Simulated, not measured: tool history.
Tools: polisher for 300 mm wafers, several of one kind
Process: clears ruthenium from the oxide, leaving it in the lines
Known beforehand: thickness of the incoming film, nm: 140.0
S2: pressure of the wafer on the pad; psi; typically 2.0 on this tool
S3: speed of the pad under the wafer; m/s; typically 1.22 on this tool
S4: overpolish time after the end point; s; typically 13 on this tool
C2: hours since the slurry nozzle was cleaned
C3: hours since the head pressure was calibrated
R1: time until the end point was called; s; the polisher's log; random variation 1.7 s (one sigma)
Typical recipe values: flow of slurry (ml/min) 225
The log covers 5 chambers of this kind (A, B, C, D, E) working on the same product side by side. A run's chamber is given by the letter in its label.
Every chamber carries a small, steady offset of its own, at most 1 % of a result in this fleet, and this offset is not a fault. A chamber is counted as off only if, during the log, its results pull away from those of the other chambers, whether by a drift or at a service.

Run 1B, hour 10.5: usual settings; wafers polished on this pad 1095; C2 463.1; C3 897.8. Result: R1 115.900 s.
At hour 10.8: chamber D: worn pad replaced by a new one.
Run 2E, hour 21.3: usual settings; wafers polished on this pad 563; C2 325.7; C3 246.0. Result: R1 114.820 s.
At hour 23.2: chamber B: worn pad replaced by a new one.
At hour 26.5: chamber E: worn pad replaced by a new one.
Run 3A, hour 29.0: usual settings; wafers polished on this pad 958; C2 248.8; C3 1058.8. Result: R1 116.120 s.
At hour 33.7: chamber A: slurry nozzle cleaned.
Run 4C, hour 42.0: usual settings; wafers polished on this pad 788; C2 235.2; C3 122.0. Result: R1 112.750 s.
Run 5D, hour 54.1: usual settings; wafers polished on this pad 335; C2 276.2; C3 159.9. Result: R1 112.650 s.
At hour 56.4: chamber A: worn pad replaced by a new one.
Run 6B, hour 61.8: usual settings but S2 1.8 psi; wafers polished on this pad 299; C2 514.4; C3 949.1. Result: R1 131.280 s.
Run 7C, hour 73.5: usual settings but S2 1.8 psi; wafers polished on this pad 1031; C2 266.7; C3 153.5. Result: R1 124.230 s.
At hour 76.2: chamber C: worn pad replaced by a new one.
Run 8D, hour 82.0: usual settings but S2 1.8 psi; wafers polished on this pad 551; C2 304.1; C3 187.8. Result: R1 124.780 s.
Run 9E, hour 88.5: usual settings but S2 1.8 psi; wafers polished on this pad 479; C2 392.9; C3 313.2. Result: R1 125.180 s.
Run 10A, hour 100.0: usual settings but S2 1.8 psi; wafers polished on this pad 337; C2 66.3; C3 1129.8. Result: R1 127.500 s.
Run 11D, hour 111.3: usual settings; wafers polished on this pad 777; C2 333.4; C3 217.1. Result: R1 111.610 s.
At hour 115.3: chamber E: worn pad replaced by a new one.
Run 12A, hour 118.4: usual settings; wafers polished on this pad 479; C2 84.7; C3 1148.2. Result: R1 113.700 s.
Run 13E, hour 130.4: usual settings but S4 21 s; wafers polished on this pad 117; C2 434.8; C3 355.1. Result: R1 113.540 s.
Run 14B, hour 137.1: usual settings but S4 21 s; wafers polished on this pad 881; C2 589.7; C3 1024.4. Result: R1 116.500 s.
At hour 141.0: chamber D: worn pad replaced by a new one.
Run 15C, hour 146.6: usual settings but S4 21 s; wafers polished on this pad 544; C2 339.8; C3 226.6. Result: R1 110.990 s.
Run 16B, hour 157.5: usual settings but S4 21 s; wafers polished on this pad 1039; C2 610.1; C3 1044.8. Result: R1 119.250 s.
Run 17A, hour 164.0: usual settings but S4 21 s; wafers polished on this pad 832; C2 130.3; C3 1193.8. Result: R1 112.910 s.
At hour 170.3: chamber B: worn pad replaced by a new one.
At hour 175.6: chamber B: head pressure recalibrated.
Run 18E, hour 177.1: usual settings; wafers polished on this pad 478; C2 481.5; C3 401.8. Result: R1 116.430 s.
Run 19D, hour 183.1: usual settings; wafers polished on this pad 325; C2 405.2; C3 288.9. Result: R1 114.410 s.
Run 20C, hour 194.8: usual settings but S2 1.5 psi; wafers polished on this pad 917; C2 388.0; C3 274.8. Result: R1 151.270 s.
At hour 196.2: chamber C: worn pad replaced by a new one.
At hour 198.3: chamber A: worn pad replaced by a new one.
At hour 201.7: chamber E: worn pad replaced by a new one.
Run 21E, hour 208.2: usual settings but S2 1.5 psi; wafers polished on this pad 51; C2 512.6; C3 432.9. Result: R1 152.770 s.
At hour 213.6: chamber E: head pressure recalibrated.
Run 22D, hour 217.9: usual settings but S2 1.5 psi; wafers polished on this pad 595; C2 440.0; C3 323.7. Result: R1 154.930 s.
At hour 219.6: chamber B: slurry nozzle cleaned.
Run 23C, hour 228.4: usual settings but S2 1.5 psi; wafers polished on this pad 249; C2 421.6; C3 308.4. Result: R1 149.650 s.
Run 24B, hour 240.0: usual settings but S2 1.5 psi; wafers polished on this pad 539; C2 20.5; C3 64.5. Result: R1 153.860 s.
At hour 249.3: chamber A: head pressure recalibrated.
Run 25A, hour 251.7: usual settings; wafers polished on this pad 413; C2 218.0; C3 2.4. Result: R1 115.560 s.
Run 26C, hour 262.7: usual settings; wafers polished on this pad 514; C2 455.9; C3 342.7. Result: R1 113.970 s.
Run 27B, hour 271.0: usual settings; wafers polished on this pad 779; C2 51.5; C3 95.5. Result: R1 116.250 s.
At hour 271.7: chamber D: worn pad replaced by a new one.
At hour 279.4: chamber E: worn pad replaced by a new one.
Run 28A, hour 281.1: usual settings; wafers polished on this pad 641; C2 247.4; C3 31.8. Result: R1 115.670 s.
At hour 281.3: chamber D: slurry nozzle cleaned.
Run 29D, hour 294.9: usual settings; wafers polished on this pad 179; C2 13.6; C3 400.7. Result: R1 115.060 s.
At hour 299.4: chamber A: slurry nozzle cleaned.
Run 30E, hour 302.4: usual settings; wafers polished on this pad 178; C2 606.8; C3 88.9. Result: R1 110.640 s.
Run 31B, hour 309.1: usual settings but flow of slurry (ml/min) 150, S2 1.3 psi; wafers polished on this pad 1073; C2 89.6; C3 133.6. Result: R1 187.990 s.
Run 32D, hour 316.3: usual settings but flow of slurry (ml/min) 150, S2 1.3 psi; wafers polished on this pad 345; C2 35.0; C3 422.1. Result: R1 187.730 s.
At hour 322.0: chamber B: worn pad replaced by a new one.
Run 33E, hour 325.4: usual settings but flow of slurry (ml/min) 150, S2 1.3 psi; wafers polished on this pad 356; C2 629.8; C3 111.9. Result: R1 189.380 s.
Run 34C, hour 332.0: usual settings but flow of slurry (ml/min) 150, S2 1.3 psi; wafers polished on this pad 1050; C2 525.2; C3 412.0. Result: R1 184.630 s.
At hour 337.3: chamber C: worn pad replaced by a new one.
Run 35A, hour 344.3: usual settings but flow of slurry (ml/min) 150, S2 1.3 psi; wafers polished on this pad 1129; C2 44.9; C3 95.0. Result: R1 189.060 s.
At hour 345.2: chamber E: slurry nozzle cleaned.
At hour 350.6: chamber E: worn pad replaced by a new one.
At hour 353.9: chamber A: worn pad replaced by a new one.
Run 36B, hour 354.3: usual settings; wafers polished on this pad 249; C2 134.8; C3 178.8. Result: R1 115.610 s.
Run 37C, hour 363.4: usual settings; wafers polished on this pad 202; C2 556.6; C3 443.4. Result: R1 113.310 s.
At hour 368.9: chamber C: head pressure recalibrated.
Run 38A, hour 371.4: usual settings; wafers polished on this pad 135; C2 72.0; C3 122.1. Result: R1 117.600 s.
Run 39D, hour 378.1: usual settings but S2 2.6 psi; wafers polished on this pad 823; C2 96.8; C3 483.9. Result: R1 88.767 s.
Run 40E, hour 387.2: usual settings but S2 2.6 psi; wafers polished on this pad 283; C2 42.1; C3 173.7. Result: R1 88.376 s.
Run 41C, hour 397.0: usual settings but S2 2.6 psi; wafers polished on this pad 462; C2 590.2; C3 28.1. Result: R1 87.539 s.

Which is it: a chamber that has drifted or been left off by a service, a gauge drift common to all chambers, or only each chamber's usual small offset? If a chamber is off, name it and its likeliest cause.

Nothing is wrong: each chamber keeps only its own small, steady offset and the gauge holds still.

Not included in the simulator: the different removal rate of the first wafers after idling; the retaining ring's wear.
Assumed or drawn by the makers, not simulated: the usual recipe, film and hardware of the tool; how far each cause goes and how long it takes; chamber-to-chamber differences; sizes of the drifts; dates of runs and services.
